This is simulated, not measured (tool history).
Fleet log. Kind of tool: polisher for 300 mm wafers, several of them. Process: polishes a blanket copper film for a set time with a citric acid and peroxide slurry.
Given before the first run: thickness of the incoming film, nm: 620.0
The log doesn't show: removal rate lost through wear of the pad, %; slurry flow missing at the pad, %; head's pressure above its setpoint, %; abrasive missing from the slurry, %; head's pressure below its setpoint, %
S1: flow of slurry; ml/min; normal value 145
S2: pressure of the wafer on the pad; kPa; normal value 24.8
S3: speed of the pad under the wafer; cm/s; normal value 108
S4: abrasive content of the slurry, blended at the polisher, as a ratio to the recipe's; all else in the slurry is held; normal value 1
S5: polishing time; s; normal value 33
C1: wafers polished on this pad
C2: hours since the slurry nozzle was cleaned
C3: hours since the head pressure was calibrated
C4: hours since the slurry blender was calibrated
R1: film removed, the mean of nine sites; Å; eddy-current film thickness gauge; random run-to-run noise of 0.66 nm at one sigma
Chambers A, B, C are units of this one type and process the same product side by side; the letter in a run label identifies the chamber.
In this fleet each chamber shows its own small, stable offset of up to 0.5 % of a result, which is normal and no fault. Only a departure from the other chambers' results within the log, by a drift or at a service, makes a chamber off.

| run | hour | S1 | S2 | S3 | S4 | S5 | C1 | C2 | C3 | C4 | R1 |
|---|---|---|---|---|---|---|---|---|---|---|---|
| 1C | 6.6 | 145 | 24.8 | 108 | 1 | 33 | 679 | 679.5 | 768.5 | 37.3 | 1021.50 |
|  | 9.9 | chamber C: worn pad replaced by a new one |
| 2A | 12.0 | 145 | 24.8 | 108 | 1 | 33 | 786 | 116.5 | 845.3 | 328.2 | 1045.40 |
|  | 16.3 | chamber B: slurry nozzle cleaned |
| 3B | 18.6 | 145 | 24.8 | 108 | 1 | 33 | 479 | 2.4 | 409.3 | 95.3 | 1037.80 |
| 4C | 26.9 | 145 | 24.8 | 108 | 1 | 33 | 218 | 699.8 | 788.8 | 57.6 | 1026.40 |
|  | 34.7 | chamber A: worn pad replaced by a new one |
| 5A | 35.5 | 145 | 24.8 | 108 | 1 | 33 | 10 | 140.0 | 868.8 | 351.7 | 1040.90 |
|  | 35.8 | chamber C: head pressure recalibrated |
| 6B | 45.6 | 145 | 24.8 | 108 | 1 | 33 | 824 | 29.4 | 436.3 | 122.3 | 1040.20 |
|  | 48.2 | chamber B: worn pad replaced by a new one |
| 7A | 53.3 | 145 | 24.8 | 108 | 1 | 33 | 237 | 157.8 | 886.6 | 369.5 | 1036.20 |
| 8B | 62.5 | 145 | 24.8 | 108 | 1 | 33 | 183 | 46.3 | 453.2 | 139.2 | 1039.00 |
|  | 67.0 | chamber C: worn pad replaced by a new one |
| 9C | 72.7 | 145 | 24.8 | 108 | 1 | 33 | 73 | 745.6 | 37.0 | 103.4 | 1039.40 |
|  | 76.2 | chamber A: slurry blender recalibrated |
| 10A | 78.8 | 145 | 24.8 | 108 | 1 | 33 | 563 | 183.3 | 912.1 | 2.6 | 1048.20 |
| 11B | 84.2 | 145 | 24.8 | 108 | 1 | 26 | 460 | 68.0 | 474.9 | 160.9 | 806.16 |
| 12C | 94.7 | 145 | 24.8 | 108 | 1 | 26 | 354 | 767.6 | 59.0 | 125.4 | 808.38 |
| 13C | 101.2 | 145 | 24.8 | 108 | 1 | 26 | 437 | 774.1 | 65.5 | 131.9 | 808.84 |
| 14A | 111.5 | 145 | 24.8 | 108 | 1 | 33 | 981 | 216.0 | 944.8 | 35.3 | 1028.70 |
|  | 117.8 | chamber B: slurry blender recalibrated |
| 15B | 119.9 | 145 | 24.8 | 108 | 1 | 33 | 916 | 103.7 | 510.6 | 2.2 | 1038.70 |
|  | 121.0 | chamber B: worn pad replaced by a new one |
|  | 127.2 | chamber C: worn pad replaced by a new one |
| 16B | 129.1 | 145 | 24.8 | 108 | 1 | 33 | 103 | 112.9 | 519.8 | 11.4 | 1041.30 |
|  | 132.2 | chamber A: worn pad replaced by a new one |
| 17C | 138.9 | 145 | 24.8 | 108 | 1 | 37 | 150 | 811.8 | 103.2 | 169.6 | 1141.50 |
|  | 143.7 | chamber C: slurry blender recalibrated |
| 18A | 149.4 | 145 | 24.8 | 108 | 1 | 37 | 219 | 253.9 | 982.7 | 73.2 | 1161.90 |
| 19C | 154.3 | 145 | 24.8 | 108 | 1 | 37 | 347 | 827.2 | 118.6 | 10.7 | 1147.10 |
| 20A | 160.6 | 145 | 24.8 | 108 | 1 | 33 | 362 | 265.1 | 993.9 | 84.4 | 1045.60 |
| 21B | 169.3 | 145 | 24.8 | 108 | 1 | 33 | 617 | 153.1 | 560.0 | 51.6 | 1034.30 |
| 22B | 175.8 | 145 | 24.8 | 108 | 1 | 33 | 700 | 159.6 | 566.5 | 58.1 | 1037.20 |
| 23C | 184.4 | 145 | 24.8 | 108 | 1 | 33 | 731 | 857.3 | 148.7 | 40.8 | 1042.80 |
| 24A | 192.3 | 145 | 24.8 | 108 | 1 | 33 | 767 | 296.8 | 1025.6 | 116.1 | 1040.80 |
|  | 193.4 | chamber B: worn pad replaced by a new one |
| 25B | 199.8 | 145 | 24.8 | 108 | 1 | 33 | 82 | 183.6 | 590.5 | 82.1 | 1042.40 |
| 26A | 208.8 | 180 | 24.8 | 142 | 1 | 33 | 978 | 313.3 | 1042.1 | 132.6 | 1385.20 |

Next, all 3 chambers run the settings below, one line each with question marks for the results. What does each chamber give?
| 27A | 216.4 | 145 | 24.8 | 108 | 1 | 33 |  |  |  |  | ? |
| 27B | 216.4 | 145 | 24.8 | 108 | 1 | 33 |  |  |  |  | ? |
| 27C | 216.4 | 145 | 24.8 | 108 | 1 | 33 |  |  |  |  | ? |

| run | R1 |
|---|---|
| 27A | 1037.00 |
| 27B | 1043.50 |
| 27C | 1030.10 |
